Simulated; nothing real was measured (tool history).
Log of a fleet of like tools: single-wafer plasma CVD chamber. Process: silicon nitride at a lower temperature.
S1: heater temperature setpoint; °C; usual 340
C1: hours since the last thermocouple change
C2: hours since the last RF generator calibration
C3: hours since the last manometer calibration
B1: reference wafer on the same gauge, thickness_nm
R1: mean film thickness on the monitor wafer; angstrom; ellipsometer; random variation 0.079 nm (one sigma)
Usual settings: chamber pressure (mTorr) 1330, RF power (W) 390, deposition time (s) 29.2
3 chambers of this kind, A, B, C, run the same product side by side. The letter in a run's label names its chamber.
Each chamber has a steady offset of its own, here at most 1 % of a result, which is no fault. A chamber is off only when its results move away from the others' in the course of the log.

run 1A day=0.125 | S1=340 chamber_pressure_(mTorr)=1330 RF_power_(W)=390 deposition_time_(s)=29.2 | C1=969.0 C2=289.8 C3=19.7 | B1=39.995 | R1=387.33
run 2C day=0.258 | S1=340 chamber_pressure_(mTorr)=1330 RF_power_(W)=390 deposition_time_(s)=29.2 | C1=2184.8 C2=263.1 C3=632.1 | B1=39.994 | R1=387.64
run 3B day=0.350 | S1=340 chamber_pressure_(mTorr)=1330 RF_power_(W)=390 deposition_time_(s)=29.2 | C1=1585.3 C2=343.4 C3=789.6 | B1=39.992 | R1=391.78
run 4C day=0.517 | S1=340 chamber_pressure_(mTorr)=1330 RF_power_(W)=390 deposition_time_(s)=29.2 | C1=2191.0 C2=269.3 C3=638.3 | B1=40.003 | R1=387.60
run 5A day=0.658 | S1=340 chamber_pressure_(mTorr)=1330 RF_power_(W)=390 deposition_time_(s)=29.2 | C1=981.8 C2=302.6 C3=32.5 | B1=40.010 | R1=385.21
run 6B day=0.825 | S1=340 chamber_pressure_(mTorr)=1330 RF_power_(W)=390 deposition_time_(s)=29.2 | C1=1596.7 C2=354.8 C3=801.0 | B1=39.997 | R1=390.30
run 7C day=0.979 | S1=340 chamber_pressure_(mTorr)=1330 RF_power_(W)=390 deposition_time_(s)=29.2 | C1=2202.1 C2=280.4 C3=649.4 | B1=39.999 | R1=385.00
run 8B day=1.083 | S1=340 chamber_pressure_(mTorr)=1330 RF_power_(W)=390 deposition_time_(s)=29.2 | C1=1602.9 C2=361.0 C3=807.2 | B1=39.987 | R1=388.97
run 9A day=1.225 | S1=346 chamber_pressure_(mTorr)=1330 RF_power_(W)=390 deposition_time_(s)=33.5 | C1=995.4 C2=316.2 C3=46.1 | B1=39.988 | R1=441.29
run 10B day=1.400 | S1=346 chamber_pressure_(mTorr)=1330 RF_power_(W)=390 deposition_time_(s)=33.5 | C1=1610.5 C2=368.6 C3=814.8 | B1=40.000 | R1=445.07
run 11C day=1.558 | S1=346 chamber_pressure_(mTorr)=1330 RF_power_(W)=390 deposition_time_(s)=33.5 | C1=2216.0 C2=294.3 C3=663.3 | B1=39.984 | R1=442.93
run 12A day=1.675 | S1=340 chamber_pressure_(mTorr)=1330 RF_power_(W)=390 deposition_time_(s)=29.2 | C1=1006.2 C2=327.0 C3=56.9 | B1=40.024 | R1=385.15
run 13A day=1.788 | S1=340 chamber_pressure_(mTorr)=1330 RF_power_(W)=390 deposition_time_(s)=29.2 | C1=1008.9 C2=329.7 C3=59.6 | B1=40.008 | R1=387.65
run 14C day=1.942 | S1=340 chamber_pressure_(mTorr)=1040 RF_power_(W)=390 deposition_time_(s)=29.2 | C1=2225.2 C2=303.5 C3=672.5 | B1=40.001 | R1=359.63
run 15B day=2.033 | S1=340 chamber_pressure_(mTorr)=1040 RF_power_(W)=390 deposition_time_(s)=29.2 | C1=1625.7 C2=383.8 C3=830.0 | B1=39.999 | R1=361.73
run 16A day=2.138 | S1=340 chamber_pressure_(mTorr)=1040 RF_power_(W)=390 deposition_time_(s)=29.2 | C1=1017.3 C2=338.1 C3=68.0 | B1=40.002 | R1=359.19
run 17B day=2.254 | S1=340 chamber_pressure_(mTorr)=1330 RF_power_(W)=390 deposition_time_(s)=29.2 | C1=1631.0 C2=389.1 C3=835.3 | B1=40.003 | R1=387.54
run 18C day=2.425 | S1=340 chamber_pressure_(mTorr)=1330 RF_power_(W)=390 deposition_time_(s)=29.2 | C1=2236.8 C2=315.1 C3=684.1 | B1=39.997 | R1=387.38
run 19A day=2.579 | S1=340 chamber_pressure_(mTorr)=1330 RF_power_(W)=390 deposition_time_(s)=29.2 | C1=1027.9 C2=348.7 C3=78.6 | B1=39.996 | R1=385.84
run 20B day=2.733 | S1=340 chamber_pressure_(mTorr)=1330 RF_power_(W)=390 deposition_time_(s)=34.8 | C1=1642.5 C2=400.6 C3=846.8 | B1=39.998 | R1=457.04
run 21C day=2.908 | S1=340 chamber_pressure_(mTorr)=1330 RF_power_(W)=390 deposition_time_(s)=34.8 | C1=2248.4 C2=326.7 C3=695.7 | B1=40.000 | R1=459.99
run 22A day=3.092 | S1=340 chamber_pressure_(mTorr)=1330 RF_power_(W)=390 deposition_time_(s)=34.8 | C1=1040.2 C2=361.0 C3=90.9 | B1=39.983 | R1=460.08
run 23C day=3.175 | S1=351 chamber_pressure_(mTorr)=1330 RF_power_(W)=390 deposition_time_(s)=29.2 | C1=2254.8 C2=333.1 C3=702.1 | B1=40.000 | R1=385.87
run 24B day=3.362 | S1=351 chamber_pressure_(mTorr)=1330 RF_power_(W)=390 deposition_time_(s)=29.2 | C1=1657.6 C2=415.7 C3=861.9 | B1=40.009 | R1=381.78
run 25A day=3.550 | S1=351 chamber_pressure_(mTorr)=1330 RF_power_(W)=390 deposition_time_(s)=29.2 | C1=1051.2 C2=372.0 C3=101.9 | B1=39.993 | R1=384.34
-- day=3.588 chamber B: thermocouple changed; heater temperature recalibrated
run 26B day=3.671 | S1=340 chamber_pressure_(mTorr)=1330 RF_power_(W)=390 deposition_time_(s)=29.2 | C1=2.1 C2=423.1 C3=869.3 | B1=39.999 | R1=380.30
run 27C day=3.788 | S1=340 chamber_pressure_(mTorr)=1330 RF_power_(W)=390 deposition_time_(s)=29.2 | C1=2269.5 C2=347.8 C3=716.8 | B1=40.006 | R1=385.54
run 28B day=3.971 | S1=340 chamber_pressure_(mTorr)=1330 RF_power_(W)=390 deposition_time_(s)=29.2 | C1=9.3 C2=430.3 C3=876.5 | B1=40.000 | R1=379.77

What goes on in this fleet: one chamber off, a drifting gauge, or nothing beyond the chambers' own small offsets? Name the chamber and the cause, if any.

Chamber B drifts away from the others.
Cause: delivered RF power below the setpoint (%) = 4.09.
The log may not tell that from: true pressure below the setpoint (%).

Here are 4 candidates for chamber B's next run, each the usual settings with a change, their results left as question marks. Which one brings its results back in line with what the others give on the usual settings?
In line means no further than this from the other chambers' mean on the usual settings: R1 3.10 angstrom
run 29B-1 day=4.104 | S1=340 chamber_pressure_(mTorr)=1340 RF_power_(W)=390 deposition_time_(s)=29.7 | R1=?
run 29B-2 day=4.104 | S1=340 chamber_pressure_(mTorr)=1370 RF_power_(W)=405 deposition_time_(s)=29.2 | R1=?
run 29B-3 day=4.104 | S1=340 chamber_pressure_(mTorr)=1250 RF_power_(W)=390 deposition_time_(s)=29.2 | R1=?
run 29B-4 day=4.104 | S1=340 chamber_pressure_(mTorr)=1330 RF_power_(W)=385 deposition_time_(s)=28.5 | R1=?

The other chambers' mean on the usual settings: R1 386.26 angstrom
run=29B-1 R1=386.66
run=29B-2 R1=391.93
run=29B-3 R1=372.70
run=29B-4 R1=367.23
29B-1 brings the chamber back in line.
